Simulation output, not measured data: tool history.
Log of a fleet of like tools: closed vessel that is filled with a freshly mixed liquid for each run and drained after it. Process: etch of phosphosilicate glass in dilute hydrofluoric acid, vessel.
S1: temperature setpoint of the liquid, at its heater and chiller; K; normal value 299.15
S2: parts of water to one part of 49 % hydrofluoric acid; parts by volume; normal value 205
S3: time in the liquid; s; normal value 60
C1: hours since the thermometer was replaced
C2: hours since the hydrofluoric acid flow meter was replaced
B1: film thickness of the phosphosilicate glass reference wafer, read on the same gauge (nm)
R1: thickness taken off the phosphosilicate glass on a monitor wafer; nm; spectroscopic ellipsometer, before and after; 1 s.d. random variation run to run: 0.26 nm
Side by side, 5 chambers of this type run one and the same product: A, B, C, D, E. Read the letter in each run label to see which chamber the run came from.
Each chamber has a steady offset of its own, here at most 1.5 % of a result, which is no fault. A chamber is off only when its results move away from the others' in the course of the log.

run	hour	S1	S2	S3	C1	C2	B1	R1
1A	13.5	299.15	205	60	44.9	829.6	80.012	48.469
2E	23.2	299.15	205	60	942.1	1607.9	79.983	47.487
3B	29.4	299.15	205	60	954.9	856.0	79.978	48.741
4D	36.8	299.15	205	60	1515.7	223.4	80.024	47.775
# hour 39.1: chamber A: hydrofluoric acid flow meter replaced
5C	49.4	299.15	205	60	1193.0	639.0	80.002	47.812
6E	59.5	299.15	205	60	978.4	1644.2	79.982	48.498
7C	66.6	299.15	205	60	1210.2	656.2	79.984	48.214
8D	73.6	299.15	205	60	1552.5	260.2	79.992	47.633
9A	82.6	299.15	205	60	114.0	43.5	79.968	48.798
10B	94.0	299.15	205	60	1019.5	920.6	80.006	48.588
11A	100.8	299.15	205	60	132.2	61.7	80.019	48.520
12B	107.7	303.15	205	60	1033.2	934.3	79.983	55.729
13C	115.8	303.15	205	60	1259.4	705.4	79.997	55.355
14D	122.8	303.15	205	60	1601.7	309.4	79.996	54.633
15E	134.0	303.15	205	60	1052.9	1718.7	80.034	55.457
16D	147.6	303.15	205	60	1626.5	334.2	79.999	54.511
17C	160.7	299.15	205	60	1304.3	750.3	80.005	48.213
18A	168.8	299.15	205	60	200.2	129.7	79.945	48.829
19E	176.7	299.15	205	60	1095.6	1761.4	80.009	48.274
20B	185.9	299.15	255	40	1111.4	1012.5	79.997	24.582
21B	194.4	299.15	255	40	1119.9	1021.0	79.990	24.408
# hour 195.1: chamber B: hydrofluoric acid flow meter replaced
22D	206.4	299.15	255	40	1685.3	393.0	80.003	24.231
23A	218.6	299.15	255	40	250.0	179.5	80.013	24.704
24C	226.4	299.15	255	40	1370.0	816.0	80.008	24.458
25E	238.3	299.15	205	60	1157.2	1823.0	79.994	48.115
26C	246.8	299.15	205	60	1390.4	836.4	80.020	48.116
# hour 255.0: chamber D: thermometer replaced
27A	260.0	299.15	205	60	291.4	220.9	80.008	48.925
28E	271.5	299.15	205	60	1190.4	1856.2	79.990	48.075
29B	280.3	299.15	205	60	1205.8	85.3	80.022	48.753
30D	288.0	301.15	295	60	33.0	474.6	80.003	31.874
31C	299.5	301.15	295	60	1443.1	889.1	80.019	32.689

Which is it: a chamber that has drifted or been left off by a service, a gauge drift common to all chambers, or only each chamber's usual small offset? If a chamber is off, name it and its likeliest cause.

Beyond each chamber's small constant offset nothing stands out, and the gauge stays steady.
